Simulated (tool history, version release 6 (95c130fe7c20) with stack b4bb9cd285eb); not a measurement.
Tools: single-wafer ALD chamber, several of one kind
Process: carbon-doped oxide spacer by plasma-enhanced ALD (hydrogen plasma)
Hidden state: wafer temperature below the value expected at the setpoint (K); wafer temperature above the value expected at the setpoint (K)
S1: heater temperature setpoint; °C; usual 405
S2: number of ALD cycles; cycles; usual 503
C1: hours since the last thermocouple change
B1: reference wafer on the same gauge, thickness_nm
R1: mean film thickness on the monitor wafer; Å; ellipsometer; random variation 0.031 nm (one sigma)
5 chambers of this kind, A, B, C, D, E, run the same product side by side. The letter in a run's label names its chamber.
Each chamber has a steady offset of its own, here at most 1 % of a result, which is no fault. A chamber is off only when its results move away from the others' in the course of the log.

run   hour   S1   S2      C1      B1      R1
 1A    4.4  405  503  1264.2  20.202  248.21
 2C   10.3  405  503   589.4  20.186  249.62
 3B   13.9  405  503  1299.0  20.188  246.39
 4E   19.6  405  503   518.2  20.189  248.60
 5D   23.6  392  561   363.2  20.183  281.76
 6A   26.6  392  561  1286.4  20.177  280.34
 7E   32.6  392  561   531.2  20.178  279.73
 8D   35.2  392  561   374.8  20.173  281.42
 9B   40.7  392  561  1325.8  20.171  277.91
      40.9  -- chamber B: thermocouple changed; heater temperature recalibrated
10C   45.6  405  503   624.7  20.165  247.79
11C   50.3  405  503   629.4  20.163  249.05
12B   56.1  405  503    15.2  20.159  245.38
13D   59.7  405  503   399.3  20.158  247.74
14E   64.2  405  503   562.8  20.152  247.03
15A   68.4  405  471  1328.2  20.143  231.87
16A   71.0  405  471  1330.8  20.146  231.73
17B   76.9  405  471    36.0  20.140  229.88
18E   81.7  405  471   580.3  20.141  231.23
19D   85.1  405  471   424.7  20.133  232.48
20C   90.1  405  503   669.2  20.134  248.43
21A   92.9  405  503  1352.7  20.123  246.77
22E   96.9  405  458   595.5  20.123  224.99
23C  100.6  405  458   679.7  20.123  226.29
24B  104.8  405  458    63.9  20.121  222.86
25D  107.7  405  458   447.3  20.121  225.58
26A  112.9  405  458  1372.7  20.119  225.13
27B  117.8  405  503    76.9  20.109  244.95
28E  121.3  405  503   619.9  20.112  246.88
29C  126.9  405  503   706.0  20.101  247.75
30D  130.3  405  503   469.9  20.105  247.28
31D  133.1  405  503   472.7  20.098  247.79

What goes on in this fleet: one chamber off, a drifting gauge, or nothing beyond the chambers' own small offsets? Name the chamber and the cause, if any.

The gauge drifts, so all chambers seem to drift together. No chamber is off.
Cause: gauge reads low (%) = 0.514.
